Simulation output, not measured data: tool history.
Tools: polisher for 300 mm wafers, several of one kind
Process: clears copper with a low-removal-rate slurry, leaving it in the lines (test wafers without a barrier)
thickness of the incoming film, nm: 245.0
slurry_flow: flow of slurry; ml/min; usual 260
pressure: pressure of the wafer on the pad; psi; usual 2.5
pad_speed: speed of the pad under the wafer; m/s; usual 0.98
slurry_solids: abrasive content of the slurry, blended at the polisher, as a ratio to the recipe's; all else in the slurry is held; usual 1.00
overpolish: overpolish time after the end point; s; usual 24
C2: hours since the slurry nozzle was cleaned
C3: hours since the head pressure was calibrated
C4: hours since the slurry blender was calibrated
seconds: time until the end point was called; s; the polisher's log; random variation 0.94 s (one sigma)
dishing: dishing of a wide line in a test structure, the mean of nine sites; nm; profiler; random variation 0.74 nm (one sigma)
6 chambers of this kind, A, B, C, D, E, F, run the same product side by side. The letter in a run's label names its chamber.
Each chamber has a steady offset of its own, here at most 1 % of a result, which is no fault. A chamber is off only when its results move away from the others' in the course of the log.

{"day": 0.108, "done": "chamber E: worn pad replaced by a new one"}
{"run": "1C", "day": 0.312, "slurry_flow": 260, "pressure": 2.5, "pad_speed": 0.98, "slurry_solids": 1.0, "overpolish": 24, "wafers polished on this pad": 502, "C2": 358.8, "C3": 87.2, "C4": 116.2, "seconds": 109.34, "dishing": 30.643}
{"run": "2A", "day": 0.575, "slurry_flow": 260, "pressure": 2.5, "pad_speed": 0.98, "slurry_solids": 1.0, "overpolish": 24, "wafers polished on this pad": 629, "C2": 219.7, "C3": 127.5, "C4": 307.5, "seconds": 110.96, "dishing": 32.313}
{"day": 0.908, "done": "chamber B: slurry blender recalibrated"}
{"run": "3E", "day": 1.088, "slurry_flow": 260, "pressure": 2.5, "pad_speed": 0.98, "slurry_solids": 1.0, "overpolish": 24, "wafers polished on this pad": 210, "C2": 589.3, "C3": 1190.0, "C4": 90.1, "seconds": 110.44, "dishing": 32.079}
{"day": 1.233, "done": "chamber F: worn pad replaced by a new one"}
{"day": 1.408, "done": "chamber D: worn pad replaced by a new one"}
{"day": 1.504, "done": "chamber E: head pressure recalibrated"}
{"run": "4B", "day": 1.621, "slurry_flow": 260, "pressure": 2.5, "pad_speed": 0.98, "slurry_solids": 1.0, "overpolish": 24, "wafers polished on this pad": 1027, "C2": 98.7, "C3": 239.9, "C4": 17.1, "seconds": 110.85, "dishing": 32.983}
{"day": 1.754, "done": "chamber D: slurry blender recalibrated"}
{"run": "5D", "day": 1.883, "slurry_flow": 260, "pressure": 2.5, "pad_speed": 0.98, "slurry_solids": 1.0, "overpolish": 24, "wafers polished on this pad": 102, "C2": 230.3, "C3": 757.2, "C4": 3.2, "seconds": 109.84, "dishing": 31.862}
{"day": 1.967, "done": "chamber E: slurry nozzle cleaned"}
{"run": "6F", "day": 2.171, "slurry_flow": 260, "pressure": 2.5, "pad_speed": 0.98, "slurry_solids": 1.0, "overpolish": 24, "wafers polished on this pad": 201, "C2": 154.1, "C3": 320.3, "C4": 176.6, "seconds": 109.83, "dishing": 31.808}
{"run": "7C", "day": 2.412, "slurry_flow": 260, "pressure": 2.5, "pad_speed": 0.98, "slurry_solids": 1.0, "overpolish": 24, "wafers polished on this pad": 952, "C2": 409.2, "C3": 137.6, "C4": 166.6, "seconds": 110.57, "dishing": 33.033}
{"run": "8A", "day": 2.925, "slurry_flow": 260, "pressure": 2.5, "pad_speed": 0.98, "slurry_solids": 1.0, "overpolish": 24, "wafers polished on this pad": 1132, "C2": 276.1, "C3": 183.9, "C4": 363.9, "seconds": 108.99, "dishing": 31.602}
{"day": 3.138, "done": "chamber B: worn pad replaced by a new one"}
{"run": "9B", "day": 3.283, "slurry_flow": 260, "pressure": 2.5, "pad_speed": 0.98, "slurry_solids": 1.0, "overpolish": 24, "wafers polished on this pad": 31, "C2": 138.6, "C3": 279.8, "C4": 57.0, "seconds": 111.48, "dishing": 31.435}
{"day": 3.354, "done": "chamber A: slurry blender recalibrated"}
{"run": "10D", "day": 3.567, "slurry_flow": 260, "pressure": 2.5, "pad_speed": 0.98, "slurry_solids": 1.0, "overpolish": 24, "wafers polished on this pad": 463, "C2": 270.7, "C3": 797.6, "C4": 43.6, "seconds": 112.69, "dishing": 32.615}
{"day": 3.896, "done": "chamber A: worn pad replaced by a new one"}
{"run": "11E", "day": 3.992, "slurry_flow": 260, "pressure": 2.5, "pad_speed": 0.98, "slurry_solids": 1.0, "overpolish": 24, "wafers polished on this pad": 833, "C2": 48.7, "C3": 59.7, "C4": 159.8, "seconds": 111.08, "dishing": 32.76}
{"run": "12F", "day": 4.233, "slurry_flow": 260, "pressure": 2.5, "pad_speed": 0.98, "slurry_solids": 1.0, "overpolish": 24, "wafers polished on this pad": 643, "C2": 203.6, "C3": 369.8, "C4": 226.1, "seconds": 113.99, "dishing": 31.647}
{"day": 4.412, "done": "chamber C: worn pad replaced by a new one"}
{"day": 4.417, "done": "chamber D: worn pad replaced by a new one"}
{"run": "13F", "day": 4.517, "slurry_flow": 260, "pressure": 2.5, "pad_speed": 0.98, "slurry_solids": 1.0, "overpolish": 24, "wafers polished on this pad": 703, "C2": 210.4, "C3": 376.6, "C4": 232.9, "seconds": 114.91, "dishing": 32.272}
{"run": "14C", "day": 4.754, "slurry_flow": 260, "pressure": 2.5, "pad_speed": 0.98, "slurry_solids": 1.15, "overpolish": 24, "wafers polished on this pad": 73, "C2": 465.4, "C3": 193.8, "C4": 222.8, "seconds": 108.12, "dishing": 33.708}
{"run": "15D", "day": 5.108, "slurry_flow": 260, "pressure": 2.5, "pad_speed": 0.98, "slurry_solids": 1.15, "overpolish": 24, "wafers polished on this pad": 148, "C2": 307.7, "C3": 834.6, "C4": 80.6, "seconds": 108.05, "dishing": 32.976}
{"day": 5.304, "done": "chamber E: worn pad replaced by a new one"}
{"run": "16A", "day": 5.371, "slurry_flow": 260, "pressure": 2.5, "pad_speed": 0.98, "slurry_solids": 1.15, "overpolish": 24, "wafers polished on this pad": 316, "C2": 334.8, "C3": 242.6, "C4": 48.4, "seconds": 107.11, "dishing": 33.704}
{"run": "17E", "day": 5.638, "slurry_flow": 260, "pressure": 2.5, "pad_speed": 0.98, "slurry_solids": 1.15, "overpolish": 24, "wafers polished on this pad": 71, "C2": 88.2, "C3": 99.2, "C4": 199.3, "seconds": 108.78, "dishing": 31.766}
{"day": 5.742, "done": "chamber D: slurry blender recalibrated"}
{"day": 5.929, "done": "chamber D: slurry nozzle cleaned"}
{"run": "18B", "day": 6.179, "slurry_flow": 260, "pressure": 2.5, "pad_speed": 0.98, "slurry_solids": 1.15, "overpolish": 24, "wafers polished on this pad": 652, "C2": 208.1, "C3": 349.3, "C4": 126.5, "seconds": 108.34, "dishing": 33.651}
{"day": 6.221, "done": "chamber F: worn pad replaced by a new one"}
{"run": "19B", "day": 6.458, "slurry_flow": 260, "pressure": 2.5, "pad_speed": 0.98, "slurry_solids": 1.15, "overpolish": 24, "wafers polished on this pad": 712, "C2": 214.8, "C3": 356.0, "C4": 133.2, "seconds": 107.92, "dishing": 33.475}
{"day": 6.629, "done": "chamber D: head pressure recalibrated"}
{"run": "20A", "day": 6.788, "slurry_flow": 260, "pressure": 2.5, "pad_speed": 0.98, "slurry_solids": 1.0, "overpolish": 24, "wafers polished on this pad": 620, "C2": 368.8, "C3": 276.6, "C4": 82.4, "seconds": 109.99, "dishing": 32.694}
{"run": "21E", "day": 7.254, "slurry_flow": 260, "pressure": 2.5, "pad_speed": 0.98, "slurry_solids": 1.0, "overpolish": 24, "wafers polished on this pad": 417, "C2": 127.0, "C3": 138.0, "C4": 238.1, "seconds": 111.87, "dishing": 32.893}
{"day": 7.479, "done": "chamber D: worn pad replaced by a new one"}
{"run": "22C", "day": 7.604, "slurry_flow": 260, "pressure": 2.5, "pad_speed": 0.98, "slurry_solids": 1.0, "overpolish": 24, "wafers polished on this pad": 684, "C2": 533.8, "C3": 262.2, "C4": 291.2, "seconds": 110.58, "dishing": 31.839}
{"day": 7.646, "done": "chamber C: slurry blender recalibrated"}
{"day": 7.7, "done": "chamber C: slurry nozzle cleaned"}
{"run": "23F", "day": 7.842, "slurry_flow": 260, "pressure": 2.5, "pad_speed": 0.98, "slurry_solids": 1.0, "overpolish": 24, "wafers polished on this pad": 347, "C2": 290.2, "C3": 456.4, "C4": 312.7, "seconds": 113.49, "dishing": 31.716}
{"run": "24D", "day": 8.188, "slurry_flow": 260, "pressure": 2.5, "pad_speed": 0.98, "slurry_solids": 1.0, "overpolish": 24, "wafers polished on this pad": 152, "C2": 54.3, "C3": 37.5, "C4": 58.7, "seconds": 111.69, "dishing": 33.095}
{"run": "25C", "day": 8.7, "slurry_flow": 260, "pressure": 2.5, "pad_speed": 0.98, "slurry_solids": 1.0, "overpolish": 24, "wafers polished on this pad": 919, "C2": 24.0, "C3": 288.5, "C4": 25.4, "seconds": 112.77, "dishing": 32.298}
{"run": "26D", "day": 9.038, "slurry_flow": 260, "pressure": 2.5, "pad_speed": 0.98, "slurry_solids": 1.0, "overpolish": 24, "wafers polished on this pad": 334, "C2": 74.7, "C3": 57.9, "C4": 79.1, "seconds": 110.81, "dishing": 32.261}
{"run": "27A", "day": 9.279, "slurry_flow": 260, "pressure": 2.5, "pad_speed": 0.98, "slurry_solids": 1.0, "overpolish": 24, "wafers polished on this pad": 1154, "C2": 428.6, "C3": 336.4, "C4": 142.2, "seconds": 111.7, "dishing": 32.285}
{"day": 9.538, "done": "chamber B: worn pad replaced by a new one"}
{"run": "28E", "day": 9.733, "slurry_flow": 260, "pressure": 2.5, "pad_speed": 0.98, "slurry_solids": 1.0, "overpolish": 24, "wafers polished on this pad": 949, "C2": 186.5, "C3": 197.5, "C4": 297.6, "seconds": 112.63, "dishing": 32.337}
{"run": "29F", "day": 10.129, "slurry_flow": 260, "pressure": 2.5, "pad_speed": 0.68, "slurry_solids": 1.25, "overpolish": 24, "wafers polished on this pad": 837, "C2": 345.1, "C3": 511.3, "C4": 367.6, "seconds": 157.89, "dishing": 24.6}
{"day": 10.167, "done": "chamber B: slurry nozzle cleaned"}
{"day": 10.379, "done": "chamber F: worn pad replaced by a new one"}
{"day": 10.446, "done": "chamber E: worn pad replaced by a new one"}
{"run": "30B", "day": 10.492, "slurry_flow": 260, "pressure": 2.5, "pad_speed": 0.68, "slurry_solids": 1.25, "overpolish": 24, "wafers polished on this pad": 205, "C2": 7.8, "C3": 452.8, "C4": 230.0, "seconds": 154.01, "dishing": 24.761}
{"day": 10.521, "done": "chamber D: worn pad replaced by a new one"}
{"day": 10.825, "done": "chamber D: slurry blender recalibrated"}
{"run": "31B", "day": 10.908, "slurry_flow": 260, "pressure": 2.5, "pad_speed": 0.68, "slurry_solids": 1.25, "overpolish": 24, "wafers polished on this pad": 294, "C2": 17.8, "C3": 462.8, "C4": 240.0, "seconds": 152.92, "dishing": 25.835}
{"day": 11.033, "done": "chamber A: worn pad replaced by a new one"}
{"day": 11.167, "done": "chamber C: worn pad replaced by a new one"}
{"run": "32A", "day": 11.354, "slurry_flow": 260, "pressure": 2.5, "pad_speed": 0.68, "slurry_solids": 1.25, "overpolish": 24, "wafers polished on this pad": 68, "C2": 478.4, "C3": 386.2, "C4": 192.0, "seconds": 151.78, "dishing": 24.836}
{"run": "33E", "day": 11.842, "slurry_flow": 260, "pressure": 2.5, "pad_speed": 0.68, "slurry_solids": 1.25, "overpolish": 24, "wafers polished on this pad": 299, "C2": 237.1, "C3": 248.1, "C4": 348.2, "seconds": 150.94, "dishing": 23.651}
{"run": "34F", "day": 12.129, "slurry_flow": 260, "pressure": 2.5, "pad_speed": 0.68, "slurry_solids": 1.25, "overpolish": 24, "wafers polished on this pad": 375, "C2": 393.1, "C3": 559.3, "C4": 415.6, "seconds": 157.83, "dishing": 24.3}
{"run": "35D", "day": 12.538, "slurry_flow": 260, "pressure": 2.5, "pad_speed": 0.98, "slurry_solids": 1.0, "overpolish": 24, "wafers polished on this pad": 432, "C2": 158.7, "C3": 141.9, "C4": 41.2, "seconds": 110.54, "dishing": 31.555}
{"run": "36C", "day": 12.896, "slurry_flow": 260, "pressure": 2.5, "pad_speed": 0.98, "slurry_solids": 1.0, "overpolish": 24, "wafers polished on this pad": 370, "C2": 124.7, "C3": 389.2, "C4": 126.1, "seconds": 109.65, "dishing": 32.241}
{"run": "37D", "day": 13.288, "slurry_flow": 260, "pressure": 2.5, "pad_speed": 0.98, "slurry_solids": 1.0, "overpolish": 24, "wafers polished on this pad": 593, "C2": 176.7, "C3": 159.9, "C4": 59.2, "seconds": 111.35, "dishing": 32.718}
{"run": "38A", "day": 13.742, "slurry_flow": 260, "pressure": 2.5, "pad_speed": 0.98, "slurry_solids": 1.0, "overpolish": 24, "wafers polished on this pad": 580, "C2": 535.7, "C3": 443.5, "C4": 249.3, "seconds": 111.77, "dishing": 32.19}
{"run": "39E", "day": 14.271, "slurry_flow": 260, "pressure": 2.5, "pad_speed": 0.98, "slurry_solids": 1.0, "overpolish": 24, "wafers polished on this pad": 820, "C2": 295.4, "C3": 306.4, "C4": 406.5, "seconds": 112.07, "dishing": 32.438}
{"run": "40F", "day": 14.521, "slurry_flow": 260, "pressure": 2.5, "pad_speed": 0.98, "slurry_solids": 1.0, "overpolish": 24, "wafers polished on this pad": 888, "C2": 450.5, "C3": 616.7, "C4": 473.0, "seconds": 118.22, "dishing": 29.525}
{"run": "41B", "day": 14.817, "slurry_flow": 260, "pressure": 2.5, "pad_speed": 0.98, "slurry_solids": 1.0, "overpolish": 24, "wafers polished on this pad": 1132, "C2": 111.6, "C3": 556.6, "C4": 333.8, "seconds": 111.95, "dishing": 32.087}
{"day": 15.012, "done": "chamber B: worn pad replaced by a new one"}
{"run": "42C", "day": 15.2, "slurry_flow": 260, "pressure": 2.5, "pad_speed": 0.98, "slurry_solids": 1.0, "overpolish": 24, "wafers polished on this pad": 864, "C2": 180.0, "C3": 444.5, "C4": 181.4, "seconds": 111.04, "dishing": 30.488}
{"run": "43B", "day": 15.562, "slurry_flow": 260, "pressure": 2.5, "pad_speed": 0.98, "slurry_solids": 1.0, "overpolish": 24, "wafers polished on this pad": 118, "C2": 129.5, "C3": 574.5, "C4": 351.7, "seconds": 111.37, "dishing": 33.012}

What goes on in this fleet: one chamber off, a drifting gauge, or nothing beyond the chambers' own small offsets? Name the chamber and the cause, if any.

Chamber F drifts away from the others.
Cause: abrasive missing from the slurry, % = 23.9.
The log may not tell that from: slurry flow missing at the pad, %; head's pressure below its setpoint, %.

Here are 4 candidates for chamber F's next run, each the usual settings with a change, their results left as question marks. Which one brings its results back in line with what the others give on the usual settings?
In line means no further than this from the other chambers' mean on the usual settings: seconds 3.30 s; dishing 2.600 nm
{"run": "44F-1", "day": 15.958, "slurry_flow": 260, "pressure": 2.7, "pad_speed": 1.04, "slurry_solids": 1.0, "overpolish": 24, "seconds": "?", "dishing": "?"}
{"run": "44F-2", "day": 15.958, "slurry_flow": 260, "pressure": 2.6, "pad_speed": 1.0, "slurry_solids": 1.0, "overpolish": 24, "seconds": "?", "dishing": "?"}
{"run": "44F-3", "day": 15.958, "slurry_flow": 260, "pressure": 2.4, "pad_speed": 0.96, "slurry_solids": 1.0, "overpolish": 24, "seconds": "?", "dishing": "?"}
{"run": "44F-4", "day": 15.958, "slurry_flow": 260, "pressure": 2.3, "pad_speed": 0.92, "slurry_solids": 1.0, "overpolish": 24, "seconds": "?", "dishing": "?"}

The other chambers' mean on the usual settings: seconds 111.32 s; dishing 32.354 nm
run=44F-1 seconds=103.93 dishing=34.214
run=44F-2 seconds=112.15 dishing=32.254
run=44F-3 seconds=126.35 dishing=29.303
run=44F-4 seconds=137.43 dishing=27.377
44F-2 brings the chamber back in line.
